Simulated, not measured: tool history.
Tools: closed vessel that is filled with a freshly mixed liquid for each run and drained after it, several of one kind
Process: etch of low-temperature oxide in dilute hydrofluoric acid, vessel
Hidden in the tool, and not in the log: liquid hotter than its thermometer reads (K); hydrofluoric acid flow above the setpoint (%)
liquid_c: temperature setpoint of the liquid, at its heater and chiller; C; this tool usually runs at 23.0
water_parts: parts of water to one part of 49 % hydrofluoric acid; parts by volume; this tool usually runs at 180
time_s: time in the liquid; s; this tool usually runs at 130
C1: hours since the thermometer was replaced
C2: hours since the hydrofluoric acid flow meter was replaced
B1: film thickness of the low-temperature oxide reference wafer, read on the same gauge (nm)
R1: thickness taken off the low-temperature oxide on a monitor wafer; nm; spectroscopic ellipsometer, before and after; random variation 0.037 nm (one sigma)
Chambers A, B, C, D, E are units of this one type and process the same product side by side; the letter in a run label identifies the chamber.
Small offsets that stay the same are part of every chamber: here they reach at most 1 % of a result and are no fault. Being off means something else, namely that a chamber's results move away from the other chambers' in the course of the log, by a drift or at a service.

Run 1B, hour 5.2: usual settings; C1 246.8; C2 317.3; B1 110.01. Result: R1 9.1788 nm.
Run 2E, hour 10.5: usual settings; C1 525.3; C2 2141.6; B1 110.02. Result: R1 9.1475 nm.
Run 3D, hour 17.7: usual settings; C1 254.2; C2 1321.4; B1 110.01. Result: R1 9.0204 nm.
Run 4A, hour 24.1: usual settings; C1 1507.1; C2 538.9; B1 110.02. Result: R1 9.0955 nm.
Run 5C, hour 35.1: usual settings but liquid_c 26.0 C; C1 1398.6; C2 935.2; B1 110.00. Result: R1 10.2210 nm.
Run 6B, hour 40.4: usual settings but liquid_c 26.0 C; C1 282.0; C2 352.5; B1 110.00. Result: R1 10.1800 nm.
Run 7C, hour 47.3: usual settings but liquid_c 26.0 C; C1 1410.8; C2 947.4; B1 110.00. Result: R1 10.2340 nm.
Run 8A, hour 57.4: usual settings but liquid_c 26.0 C; C1 1540.4; C2 572.2; B1 109.98. Result: R1 10.1730 nm.
Run 9D, hour 68.7: usual settings but liquid_c 26.0 C; C1 305.2; C2 1372.4; B1 110.02. Result: R1 10.1150 nm.
Run 10E, hour 78.6: usual settings; C1 593.4; C2 2209.7; B1 110.01. Result: R1 9.1140 nm.
Run 11C, hour 89.3: usual settings; C1 1452.8; C2 989.4; B1 110.02. Result: R1 9.1340 nm.
Run 12A, hour 95.2: usual settings; C1 1578.2; C2 610.0; B1 110.00. Result: R1 9.1053 nm.
Run 13B, hour 103.2: usual settings; C1 344.8; C2 415.3; B1 110.00. Result: R1 9.1769 nm.
Run 14D, hour 109.6: usual settings; C1 346.1; C2 1413.3; B1 109.98. Result: R1 9.0273 nm.
At hour 115.3: chamber B: hydrofluoric acid flow meter replaced.
Run 15E, hour 115.4: usual settings; C1 630.2; C2 2246.5; B1 109.99. Result: R1 9.1842 nm.
Run 16E, hour 126.8: usual settings; C1 641.6; C2 2257.9; B1 110.01. Result: R1 9.1119 nm.
At hour 132.3: chamber D: hydrofluoric acid flow meter replaced.
Run 17A, hour 134.8: usual settings but time_s 175 s; C1 1617.8; C2 649.6; B1 109.99. Result: R1 12.1740 nm.
Run 18C, hour 141.1: usual settings but time_s 175 s; C1 1504.6; C2 1041.2; B1 109.99. Result: R1 12.2850 nm.
Run 19B, hour 152.2: usual settings but time_s 175 s; C1 393.8; C2 37.0; B1 109.97. Result: R1 12.1990 nm.
Run 20D, hour 159.6: usual settings but time_s 175 s; C1 396.1; C2 27.4; B1 110.00. Result: R1 12.0800 nm.
Run 21D, hour 170.1: usual settings but time_s 175 s; C1 406.6; C2 37.9; B1 110.00. Result: R1 12.2140 nm.
Run 22E, hour 178.2: usual settings but liquid_c 20.0 C; C1 693.0; C2 2309.3; B1 110.00. Result: R1 8.1874 nm.
Run 23A, hour 186.5: usual settings but liquid_c 20.0 C; C1 1669.5; C2 701.3; B1 109.99. Result: R1 8.0684 nm.
Run 24B, hour 197.8: usual settings but liquid_c 20.0 C; C1 439.4; C2 82.6; B1 110.00. Result: R1 8.1108 nm.
At hour 202.0: chamber E: thermometer replaced.
Run 25C, hour 208.7: usual settings but liquid_c 20.0 C; C1 1572.2; C2 1108.8; B1 110.01. Result: R1 8.1462 nm.
Run 26C, hour 218.2: usual settings but liquid_c 20.0 C; C1 1581.7; C2 1118.3; B1 110.00. Result: R1 8.1272 nm.
Run 27A, hour 226.8: usual settings; C1 1709.8; C2 741.6; B1 109.99. Result: R1 9.0723 nm.
Run 28E, hour 234.4: usual settings but liquid_c 20.5 C, water_parts 115 parts by volume; C1 32.4; C2 2365.5; B1 109.98. Result: R1 13.9410 nm.
Run 29D, hour 240.8: usual settings but liquid_c 20.5 C, water_parts 115 parts by volume; C1 477.3; C2 108.6; B1 109.99. Result: R1 13.6820 nm.
Run 30B, hour 250.6: usual settings but liquid_c 20.5 C, water_parts 115 parts by volume; C1 492.2; C2 135.4; B1 110.01. Result: R1 13.9740 nm.
Run 31D, hour 262.0: usual settings but liquid_c 20.5 C, water_parts 115 parts by volume; C1 498.5; C2 129.8; B1 109.99. Result: R1 13.7350 nm.
Run 32B, hour 271.0: usual settings but liquid_c 20.5 C, water_parts 115 parts by volume; C1 512.6; C2 155.8; B1 110.01. Result: R1 13.9970 nm.
Run 33C, hour 276.7: usual settings; C1 1640.2; C2 1176.8; B1 109.99. Result: R1 9.1340 nm.
Run 34A, hour 282.4: usual settings; C1 1765.4; C2 797.2; B1 110.01. Result: R1 9.0929 nm.
Run 35E, hour 290.3: usual settings; C1 88.3; C2 2421.4; B1 110.00. Result: R1 9.1085 nm.
Run 36B, hour 301.5: usual settings but liquid_c 27.5 C; C1 543.1; C2 186.3; B1 110.02. Result: R1 10.8740 nm.
Run 37C, hour 311.5: usual settings but liquid_c 27.5 C; C1 1675.0; C2 1211.6; B1 109.99. Result: R1 10.7590 nm.
Run 38A, hour 321.9: usual settings but liquid_c 27.5 C; C1 1804.9; C2 836.7; B1 110.02. Result: R1 10.7410 nm.
Run 39E, hour 331.3: usual settings but liquid_c 27.5 C; C1 129.3; C2 2462.4; B1 110.01. Result: R1 10.7410 nm.
Run 40D, hour 336.9: usual settings but liquid_c 27.5 C; C1 573.4; C2 204.7; B1 110.01. Result: R1 10.7460 nm.
Run 41D, hour 342.8: usual settings; C1 579.3; C2 210.6; B1 110.02. Result: R1 9.1198 nm.

Has any chamber moved away from the others, gradually or after a service, or does the common gauge drift, or do the chambers differ only by their own small steady offsets? State the chamber and the most likely cause if one applies.

No chamber is off and the gauge is stable; the differences are just each chamber's small, constant offset.
